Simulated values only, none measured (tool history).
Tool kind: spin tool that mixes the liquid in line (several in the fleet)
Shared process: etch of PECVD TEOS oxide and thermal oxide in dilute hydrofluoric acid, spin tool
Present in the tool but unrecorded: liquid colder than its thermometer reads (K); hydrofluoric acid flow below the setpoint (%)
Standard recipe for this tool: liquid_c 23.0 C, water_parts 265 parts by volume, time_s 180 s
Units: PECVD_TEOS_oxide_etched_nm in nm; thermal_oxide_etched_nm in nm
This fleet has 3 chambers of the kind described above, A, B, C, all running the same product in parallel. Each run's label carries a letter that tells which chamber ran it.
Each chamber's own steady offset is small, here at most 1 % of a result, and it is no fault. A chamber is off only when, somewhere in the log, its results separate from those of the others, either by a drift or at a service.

run   hour  liquid_c  water_parts  time_s  hours since the thermometer was replaced  hours since the hydrofluoric acid flow meter was replaced  read-back film thickness of the PECVD TEOS oxide reference wafer, read on the same gauge (nm)  read-back film thickness of the thermal oxide reference wafer, read on the same gauge (nm)  PECVD_TEOS_oxide_etched_nm  thermal_oxide_etched_nm
 1A    7.6      23.0          265     180                                     606.3                                                      193.7                                                                                         70.015                                                                                     100.010                      5.4219                   2.5471
 2C   14.4      23.0          265     180                                     737.4                                                     1866.4                                                                                         70.010                                                                                     100.010                      5.3797                   2.5667
 3B   23.0      23.0          265     180                                     598.6                                                     1764.2                                                                                         69.994                                                                                     100.020                      5.3651                   2.5228
 4A   31.2      23.0          265     180                                     629.9                                                      217.3                                                                                         69.985                                                                                     100.020                      5.3444                   2.5744
 5B   39.6      23.0          265     180                                     615.2                                                     1780.8                                                                                         69.988                                                                                     100.010                      5.4208                   2.5454
 6C   44.1      23.0          265     180                                     767.1                                                     1896.1                                                                                         69.974                                                                                      99.976                      5.4280                   2.4806
 7B   52.6      23.0          265     180                                     628.2                                                     1793.8                                                                                         70.018                                                                                     100.020                      5.3979                   2.5968
 8C   58.0      23.0          265     180                                     781.0                                                     1910.0                                                                                         69.996                                                                                     100.020                      5.4384                   2.5243
 9A   62.0      23.0          265     180                                     660.7                                                      248.1                                                                                         70.008                                                                                      99.988                      5.3804                   2.6401
      64.0  -- chamber B: thermometer replaced
10A   65.9      23.0          265     180                                     664.6                                                      252.0                                                                                         70.002                                                                                     100.020                      5.3995                   2.5992
11C   72.2      23.0          265     180                                     795.2                                                     1924.2                                                                                         70.006                                                                                     100.020                      5.3383                   2.4536
12B   80.3      27.0          265     180                                      16.4                                                     1821.5                                                                                         70.013                                                                                      99.998                      6.2200                   2.9674
      82.7  -- chamber C: hydrofluoric acid flow meter replaced
13A   85.0      27.0          265     180                                     683.7                                                      271.1                                                                                         69.970                                                                                      99.994                      6.1503                   2.9670
14C   91.3      27.0          265     180                                     814.3                                                        8.6                                                                                         69.960                                                                                     100.020                      6.0402                   2.8854
15B   98.5      23.0          265     180                                      34.6                                                     1839.7                                                                                         70.053                                                                                     100.030                      5.3889                   2.5540
16A  104.1      23.0          265     180                                     702.8                                                      290.2                                                                                         70.014                                                                                     100.000                      5.3252                   2.6627
17B  109.9      23.0          265     180                                      46.0                                                     1851.1                                                                                         69.981                                                                                     100.030                      5.4173                   2.5713
18C  115.2      23.0          265     180                                     838.2                                                       32.5                                                                                         69.989                                                                                     100.020                      5.2904                   2.4538
19C  120.0      23.0          265     180                                     843.0                                                       37.3                                                                                         70.026                                                                                      99.980                      5.2710                   2.4288
20A  127.9      23.0          265     180                                     726.6                                                      314.0                                                                                         69.995                                                                                     100.010                      5.4146                   2.5234
21B  136.3      18.5          265     180                                      72.4                                                     1877.5                                                                                         69.986                                                                                     100.010                      4.6136                   2.1565
22A  140.7      18.5          265     180                                     739.4                                                      326.8                                                                                         69.970                                                                                     100.030                      4.6651                   2.2082
23C  145.0      18.5          265     180                                     868.0                                                       62.3                                                                                         70.030                                                                                     100.050                      4.3049                   2.0797
24B  153.0      23.0          265     180                                      89.1                                                     1894.2                                                                                         69.969                                                                                      99.981                      5.4424                   2.5687
25A  161.3      23.0          265     180                                     760.0                                                      347.4                                                                                         69.957                                                                                     100.020                      5.4430                   2.6262
26C  168.9      23.0          265     180                                     891.9                                                       86.2                                                                                         69.980                                                                                     100.010                      5.0528                   2.3821
27B  177.3      23.0          265     180                                     113.4                                                     1918.5                                                                                         70.014                                                                                     100.010                      5.4167                   2.5375
28A  184.8      23.0          265     180                                     783.5                                                      370.9                                                                                         69.987                                                                                     100.020                      5.3531                   2.5950
29C  192.6      23.0          265     180                                     915.6                                                      109.9                                                                                         70.030                                                                                      99.976                      5.0099                   2.3600
30B  199.6      23.0          265     180                                     135.7                                                     1940.8                                                                                         70.037                                                                                      99.990                      5.4072                   2.5644

Does one chamber stand apart from the rest, does the shared gauge drift, or is all well apart from small per-chamber offsets? Give the chamber and the most likely cause, where there is one.

Little by little, chamber C moves away from the other chambers.
Most likely cause: liquid colder than its thermometer reads (K) = 2.13.

Chamber C could run next with any of the 4 candidate recipes listed below; each alters the usual settings, and their results appear as question marks. Which one brings its results back in line with what the other chambers deliver on the usual settings?
Allowed miss from the other chambers' usual-settings mean, per result, to count as in line: PECVD_TEOS_oxide_etched_nm 0.1800 nm; thermal_oxide_etched_nm 0.1200 nm
31C-1  205.9      23.0          260     180                                                                                                                                                                                                                                                                                                                           ?                        ?
31C-2  205.9      23.0          270     180                                                                                                                                                                                                                                                                                                                           ?                        ?
31C-3  205.9      23.0          255     185                                                                                                                                                                                                                                                                                                                           ?                        ?
31C-4  205.9      23.0          275     175                                                                                                                                                                                                                                                                                                                           ?                        ?

The mean the other chambers reach with the usual settings: PECVD_TEOS_oxide_etched_nm 5.3973 nm; thermal_oxide_etched_nm 2.5570 nm
  run  PECVD_TEOS_oxide_etched_nm  thermal_oxide_etched_nm
31C-1                      5.1015                   2.4110
31C-2                      4.8677                   2.3005
31C-3                      5.3708                   2.5383
31C-4                      4.6255                   2.1860
It is 31C-3 that realigns the chamber with its peers.
